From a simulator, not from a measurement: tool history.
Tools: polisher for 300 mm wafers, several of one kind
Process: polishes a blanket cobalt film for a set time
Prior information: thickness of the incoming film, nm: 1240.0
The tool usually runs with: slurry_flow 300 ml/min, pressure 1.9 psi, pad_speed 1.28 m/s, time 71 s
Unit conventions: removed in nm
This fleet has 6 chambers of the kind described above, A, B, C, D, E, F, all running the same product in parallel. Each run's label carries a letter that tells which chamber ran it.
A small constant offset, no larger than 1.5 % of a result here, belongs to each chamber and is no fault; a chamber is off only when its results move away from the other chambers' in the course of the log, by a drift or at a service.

Run 1E, day 0.517: usual settings. Result: removed 515.07 nm.
At day 0.738: chamber D: worn pad replaced by a new one.
At day 0.783: chamber C: slurry nozzle cleaned.
Run 2D, day 0.817: usual settings. Result: removed 514.09 nm.
Run 3C, day 1.317: usual settings. Result: removed 526.36 nm.
At day 1.479: chamber C: worn pad replaced by a new one.
Run 4F, day 1.825: usual settings. Result: removed 526.21 nm.
Run 5A, day 2.158: usual settings but pressure 1.3 psi. Result: removed 351.01 nm.
Run 6B, day 2.496: usual settings but pressure 1.3 psi. Result: removed 348.17 nm.
At day 2.504: chamber B: worn pad replaced by a new one.
Run 7E, day 2.825: usual settings but pressure 1.3 psi. Result: removed 350.58 nm.
Run 8D, day 3.229: usual settings but pressure 1.3 psi. Result: removed 353 nm.
Run 9A, day 3.562: usual settings but pressure 1.3 psi. Result: removed 347.11 nm.
Run 10C, day 3.812: usual settings but pressure 1.3 psi. Result: removed 357.11 nm.
At day 3.971: chamber A: worn pad replaced by a new one.
Run 11F, day 4.246: usual settings. Result: removed 517.05 nm.
Run 12B, day 4.529: usual settings but pressure 1.3 psi, pad_speed 1.5 m/s. Result: removed 410.56 nm.
At day 4.575: chamber C: worn pad replaced by a new one.
At day 4.896: chamber F: slurry nozzle cleaned.
At day 4.912: chamber D: worn pad replaced by a new one.
Run 13F, day 4.946: usual settings but pressure 1.3 psi, pad_speed 1.5 m/s. Result: removed 418.03 nm.
Run 14D, day 5.246: usual settings but pressure 1.3 psi, pad_speed 1.5 m/s. Result: removed 419.13 nm.
Run 15B, day 5.579: usual settings but pressure 1.3 psi, pad_speed 1.5 m/s. Result: removed 412.07 nm.
At day 5.629: chamber B: slurry nozzle cleaned.
Run 16E, day 5.862: usual settings but pressure 1.3 psi, pad_speed 1.5 m/s. Result: removed 413.19 nm.
Run 17A, day 6.217: usual settings but pressure 1.3 psi, pad_speed 1.5 m/s. Result: removed 408.27 nm.
At day 6.221: chamber F: head pressure recalibrated.
Run 18C, day 6.533: usual settings. Result: removed 521.37 nm.
At day 6.7: chamber D: slurry nozzle cleaned.
Run 19C, day 6.879: usual settings but slurry_flow 210 ml/min. Result: removed 502 nm.
At day 6.962: chamber F: worn pad replaced by a new one.
At day 7.283: chamber E: worn pad replaced by a new one.
Run 20F, day 7.333: usual settings but slurry_flow 210 ml/min. Result: removed 506.18 nm.
Run 21B, day 7.762: usual settings but slurry_flow 210 ml/min. Result: removed 494.7 nm.
At day 7.808: chamber D: head pressure recalibrated.
At day 7.829: chamber B: worn pad replaced by a new one.
At day 8.104: chamber C: worn pad replaced by a new one.
Run 22E, day 8.267: usual settings but slurry_flow 210 ml/min. Result: removed 499.25 nm.
At day 8.438: chamber E: slurry nozzle cleaned.
At day 8.492: chamber D: worn pad replaced by a new one.
Run 23A, day 8.583: usual settings but slurry_flow 210 ml/min. Result: removed 499.94 nm.
Run 24D, day 9.129: usual settings but slurry_flow 210 ml/min. Result: removed 497.54 nm.
At day 9.279: chamber A: worn pad replaced by a new one.
At day 9.346: chamber B: head pressure recalibrated.
Run 25C, day 9.533: usual settings but slurry_flow 385 ml/min. Result: removed 522.81 nm.
Run 26D, day 10.038: usual settings but slurry_flow 385 ml/min. Result: removed 528.48 nm.
Run 27F, day 10.483: usual settings but slurry_flow 385 ml/min. Result: removed 536.49 nm.
Run 28E, day 10.825: usual settings but slurry_flow 385 ml/min. Result: removed 527.65 nm.
Run 29A, day 11.292: usual settings but slurry_flow 385 ml/min. Result: removed 520.17 nm.
At day 11.596: chamber C: worn pad replaced by a new one.
Run 30B, day 11.696: usual settings but slurry_flow 385 ml/min. Result: removed 574.08 nm.
At day 12.029: chamber A: slurry nozzle cleaned.
Run 31B, day 12.05: usual settings. Result: removed 560.96 nm.
Run 32C, day 12.483: usual settings. Result: removed 523.76 nm.
At day 12.775: chamber D: worn pad replaced by a new one.
Run 33F, day 12.804: usual settings. Result: removed 525.94 nm.
At day 12.95: chamber B: worn pad replaced by a new one.
Run 34A, day 13.096: usual settings. Result: removed 515.67 nm.
Run 35D, day 13.467: usual settings. Result: removed 517.01 nm.
Run 36E, day 14.033: usual settings. Result: removed 523.51 nm.
Run 37A, day 14.312: usual settings. Result: removed 516.11 nm.
Run 38C, day 14.592: usual settings. Result: removed 520.12 nm.
At day 14.738: chamber E: head pressure recalibrated.
Run 39B, day 14.908: usual settings. Result: removed 558.71 nm.
Run 40E, day 15.354: usual settings. Result: removed 510.59 nm.
Run 41D, day 15.862: usual settings. Result: removed 518.21 nm.
Run 42F, day 16.404: usual settings but pressure 2.5 psi. Result: removed 679.16 nm.

Has any chamber moved away from the others, gradually or after a service, or does the common gauge drift, or do the chambers differ only by their own small steady offsets? State the chamber and the most likely cause if one applies.

A service left chamber B off against the others.
Most likely cause: head's pressure above its setpoint, % = 9.94.

Chamber B could run next with any of the 4 candidate recipes listed below; each alters the usual settings, and their results appear as question marks. Which one brings its results back in line with what the other chambers deliver on the usual settings?
In line means no further than this from the other chambers' mean on the usual settings: removed 14 nm
Run 43B-1, day 16.812: usual settings but pad_speed 1.48 m/s. Result: removed ?.
Run 43B-2, day 16.812: usual settings but pressure 1.8 psi, pad_speed 1.22 m/s, time 67 s. Result: removed ?.
Run 43B-3, day 16.812: usual settings but time 77 s. Result: removed ?.
Run 43B-4, day 16.812: usual settings but time 65 s. Result: removed ?.

The other chambers' mean on the usual settings: removed 518.25 nm
  run  removed
43B-1   650.33
43B-2   480.82
43B-3   611.21
43B-4   515.96
Change 43B-4 lands the chamber within the allowed miss of the other chambers.
